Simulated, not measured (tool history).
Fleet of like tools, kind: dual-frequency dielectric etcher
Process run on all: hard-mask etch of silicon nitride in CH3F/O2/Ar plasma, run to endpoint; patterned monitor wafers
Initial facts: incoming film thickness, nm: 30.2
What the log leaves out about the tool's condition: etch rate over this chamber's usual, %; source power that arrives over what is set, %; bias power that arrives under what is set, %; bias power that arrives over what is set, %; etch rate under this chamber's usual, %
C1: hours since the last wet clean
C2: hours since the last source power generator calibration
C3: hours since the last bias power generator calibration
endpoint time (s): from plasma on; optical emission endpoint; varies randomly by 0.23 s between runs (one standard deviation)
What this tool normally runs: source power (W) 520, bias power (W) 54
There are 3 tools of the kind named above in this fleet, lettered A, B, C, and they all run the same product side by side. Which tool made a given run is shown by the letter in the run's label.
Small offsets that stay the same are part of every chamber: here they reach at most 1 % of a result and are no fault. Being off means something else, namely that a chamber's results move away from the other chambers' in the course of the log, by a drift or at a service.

run 1B day=0.308 | source_power_(W)=520 bias_power_(W)=54 | C1=141.0 C2=203.5 C3=986.5 | endpoint_time_(s)=43.544
run 2C day=0.817 | source_power_(W)=520 bias_power_(W)=54 | C1=369.9 C2=1271.3 C3=2751.2 | endpoint_time_(s)=42.780
run 3A day=1.096 | source_power_(W)=520 bias_power_(W)=54 | C1=137.9 C2=224.8 C3=1392.2 | endpoint_time_(s)=43.553
run 4B day=1.417 | source_power_(W)=520 bias_power_(W)=54 | C1=167.6 C2=230.1 C3=1013.1 | endpoint_time_(s)=43.727
run 5C day=1.996 | source_power_(W)=520 bias_power_(W)=54 | C1=398.2 C2=1299.6 C3=2779.5 | endpoint_time_(s)=43.291
run 6A day=2.296 | source_power_(W)=520 bias_power_(W)=54 | C1=166.7 C2=253.6 C3=1421.0 | endpoint_time_(s)=43.248
run 7B day=2.596 | source_power_(W)=410 bias_power_(W)=54 | C1=195.9 C2=258.4 C3=1041.4 | endpoint_time_(s)=47.811
run 8A day=3.038 | source_power_(W)=410 bias_power_(W)=54 | C1=184.5 C2=271.4 C3=1438.8 | endpoint_time_(s)=47.276
run 9C day=3.650 | source_power_(W)=410 bias_power_(W)=54 | C1=437.9 C2=1339.3 C3=2819.2 | endpoint_time_(s)=47.079
run 10A day=4.271 | source_power_(W)=520 bias_power_(W)=54 | C1=214.1 C2=301.0 C3=1468.4 | endpoint_time_(s)=43.185
run 11C day=4.750 | source_power_(W)=520 bias_power_(W)=54 | C1=464.3 C2=1365.7 C3=2845.6 | endpoint_time_(s)=42.778
-- day=5.283 chamber C: wet clean of the chamber
run 12B day=5.296 | source_power_(W)=520 bias_power_(W)=54 | C1=260.7 C2=323.2 C3=1106.2 | endpoint_time_(s)=43.001
run 13B day=5.792 | source_power_(W)=590 bias_power_(W)=54 | C1=272.6 C2=335.1 C3=1118.1 | endpoint_time_(s)=41.020
run 14A day=6.142 | source_power_(W)=590 bias_power_(W)=54 | C1=259.0 C2=345.9 C3=1513.3 | endpoint_time_(s)=40.550
run 15C day=6.717 | source_power_(W)=590 bias_power_(W)=54 | C1=34.4 C2=1412.9 C3=2892.8 | endpoint_time_(s)=43.448
run 16A day=6.996 | source_power_(W)=520 bias_power_(W)=54 | C1=279.5 C2=366.4 C3=1533.8 | endpoint_time_(s)=43.368
run 17B day=7.446 | source_power_(W)=520 bias_power_(W)=54 | C1=312.3 C2=374.8 C3=1157.8 | endpoint_time_(s)=44.023
run 18C day=7.908 | source_power_(W)=520 bias_power_(W)=54 | C1=63.0 C2=1441.5 C3=2921.4 | endpoint_time_(s)=45.248
run 19C day=8.508 | source_power_(W)=640 bias_power_(W)=54 | C1=77.4 C2=1455.9 C3=2935.8 | endpoint_time_(s)=41.644
run 20B day=9.008 | source_power_(W)=640 bias_power_(W)=54 | C1=349.8 C2=412.3 C3=1195.3 | endpoint_time_(s)=40.281
run 21A day=9.588 | source_power_(W)=640 bias_power_(W)=54 | C1=341.7 C2=428.6 C3=1596.0 | endpoint_time_(s)=39.727

Which is it: a chamber that has drifted or been left off by a service, a gauge drift common to all chambers, or only each chamber's usual small offset? If a chamber is off, name it and its likeliest cause.

Chamber C has stood off from the others ever since a service on it.
Most likely cause: etch rate under this chamber's usual, % = 4.89.

Here are 4 candidates for chamber C's next run, each the usual settings with a change, their results left as question marks. Which one brings its results back in line with what the others give on the usual settings?
In-line tolerance around the mean of the other chambers on the usual settings: endpoint time (s) 0.810
run 22C-1 day=10.038 | source_power_(W)=590 bias_power_(W)=60 | endpoint_time_(s)=?
run 22C-2 day=10.038 | source_power_(W)=450 bias_power_(W)=48 | endpoint_time_(s)=?
run 22C-3 day=10.038 | source_power_(W)=480 bias_power_(W)=51 | endpoint_time_(s)=?
run 22C-4 day=10.038 | source_power_(W)=560 bias_power_(W)=57 | endpoint_time_(s)=?

What the other chambers average on the usual settings: endpoint time (s) 43.290
run=22C-1 endpoint_time_(s)=41.792
run=22C-2 endpoint_time_(s)=49.843
run=22C-3 endpoint_time_(s)=47.690
run=22C-4 endpoint_time_(s)=43.351
Change 22C-4 lands the chamber within the allowed miss of the other chambers.

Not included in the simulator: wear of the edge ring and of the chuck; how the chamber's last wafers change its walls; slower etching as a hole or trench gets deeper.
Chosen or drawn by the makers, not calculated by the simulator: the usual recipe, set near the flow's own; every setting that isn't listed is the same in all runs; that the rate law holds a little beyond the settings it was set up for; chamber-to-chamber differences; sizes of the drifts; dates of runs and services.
